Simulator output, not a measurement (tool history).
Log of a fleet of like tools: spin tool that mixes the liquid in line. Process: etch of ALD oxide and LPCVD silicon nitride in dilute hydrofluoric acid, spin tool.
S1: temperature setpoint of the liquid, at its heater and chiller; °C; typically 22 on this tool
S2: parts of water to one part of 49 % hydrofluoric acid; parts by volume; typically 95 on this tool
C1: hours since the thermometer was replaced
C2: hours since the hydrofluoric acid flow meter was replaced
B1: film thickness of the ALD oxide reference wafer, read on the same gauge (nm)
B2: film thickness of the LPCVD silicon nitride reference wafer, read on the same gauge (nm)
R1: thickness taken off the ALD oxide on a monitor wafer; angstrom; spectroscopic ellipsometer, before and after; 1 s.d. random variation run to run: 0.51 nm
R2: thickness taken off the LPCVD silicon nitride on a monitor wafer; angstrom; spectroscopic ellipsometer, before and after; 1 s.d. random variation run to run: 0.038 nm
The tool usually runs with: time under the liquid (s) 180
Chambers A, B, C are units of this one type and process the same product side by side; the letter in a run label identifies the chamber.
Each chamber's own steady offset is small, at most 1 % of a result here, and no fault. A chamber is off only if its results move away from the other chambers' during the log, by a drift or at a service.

run 1C hour=3.7 | S1=22 S2=95 time_under_the_liquid_(s)=180 | C1=2127.5 C2=824.2 | B1=139.96 B2=120.01 | R1=535.00 R2=8.7077
run 2B hour=9.0 | S1=22 S2=95 time_under_the_liquid_(s)=180 | C1=1214.4 C2=204.2 | B1=139.95 B2=119.98 | R1=533.68 R2=8.2636
run 3A hour=12.2 | S1=22 S2=95 time_under_the_liquid_(s)=180 | C1=337.5 C2=26.5 | B1=139.98 B2=120.01 | R1=524.62 R2=8.8785
run 4B hour=14.6 | S1=22 S2=95 time_under_the_liquid_(s)=180 | C1=1220.0 C2=209.8 | B1=140.05 B2=119.98 | R1=531.36 R2=8.8267
run 5C hour=17.9 | S1=22 S2=95 time_under_the_liquid_(s)=180 | C1=2141.7 C2=838.4 | B1=140.01 B2=119.98 | R1=524.45 R2=9.0149
run 6A hour=21.3 | S1=22 S2=95 time_under_the_liquid_(s)=180 | C1=346.6 C2=35.6 | B1=139.97 B2=120.00 | R1=521.18 R2=8.2342
run 7B hour=25.8 | S1=22 S2=95 time_under_the_liquid_(s)=180 | C1=1231.2 C2=221.0 | B1=139.98 B2=120.02 | R1=522.81 R2=8.5454
run 8A hour=31.0 | S1=22 S2=95 time_under_the_liquid_(s)=180 | C1=356.3 C2=45.3 | B1=140.00 B2=120.02 | R1=534.60 R2=9.0236
run 9C hour=33.5 | S1=22 S2=95 time_under_the_liquid_(s)=180 | C1=2157.3 C2=854.0 | B1=140.02 B2=120.01 | R1=532.82 R2=9.0445
run 10A hour=38.6 | S1=22 S2=95 time_under_the_liquid_(s)=180 | C1=363.9 C2=52.9 | B1=139.99 B2=119.99 | R1=516.26 R2=8.2871
run 11B hour=43.8 | S1=22 S2=110 time_under_the_liquid_(s)=250 | C1=1249.2 C2=239.0 | B1=140.00 B2=119.99 | R1=612.11 R2=10.3660
run 12C hour=47.6 | S1=22 S2=110 time_under_the_liquid_(s)=250 | C1=2171.4 C2=868.1 | B1=140.01 B2=119.98 | R1=625.18 R2=10.2500
run 13A hour=52.0 | S1=22 S2=110 time_under_the_liquid_(s)=250 | C1=377.3 C2=66.3 | B1=140.04 B2=120.02 | R1=631.87 R2=11.0690
run 14C hour=55.7 | S1=22 S2=95 time_under_the_liquid_(s)=180 | C1=2179.5 C2=876.2 | B1=139.99 B2=119.99 | R1=532.10 R2=9.0624
run 15B hour=59.9 | S1=22 S2=95 time_under_the_liquid_(s)=180 | C1=1265.3 C2=255.1 | B1=140.02 B2=120.01 | R1=516.96 R2=7.8310
run 16A hour=64.1 | S1=22 S2=95 time_under_the_liquid_(s)=180 | C1=389.4 C2=78.4 | B1=140.02 B2=120.01 | R1=525.80 R2=8.6740
run 17B hour=67.1 | S1=22 S2=95 time_under_the_liquid_(s)=180 | C1=1272.5 C2=262.3 | B1=139.94 B2=120.01 | R1=511.70 R2=8.9234
run 18C hour=72.3 | S1=22 S2=95 time_under_the_liquid_(s)=180 | C1=2196.1 C2=892.8 | B1=140.01 B2=120.02 | R1=525.80 R2=8.0280
run 19B hour=77.3 | S1=22 S2=95 time_under_the_liquid_(s)=180 | C1=1282.7 C2=272.5 | B1=139.98 B2=119.99 | R1=488.02 R2=7.7947
run 20C hour=81.2 | S1=18 S2=95 time_under_the_liquid_(s)=95 | C1=2205.0 C2=901.7 | B1=140.01 B2=120.02 | R1=236.28 R2=3.6179

Predict what each chamber gives when all 3 of them run the settings below next.
run 21A hour=85.1 | S1=22 S2=95 time_under_the_liquid_(s)=180 | R1=? R2=?
run 21B hour=85.1 | S1=22 S2=95 time_under_the_liquid_(s)=180 | R1=? R2=?
run 21C hour=85.1 | S1=22 S2=95 time_under_the_liquid_(s)=180 | R1=? R2=?

run=21A R1=522.83 R2=8.9786
run=21B R1=488.65 R2=8.3987
run=21C R1=520.77 R2=8.9725
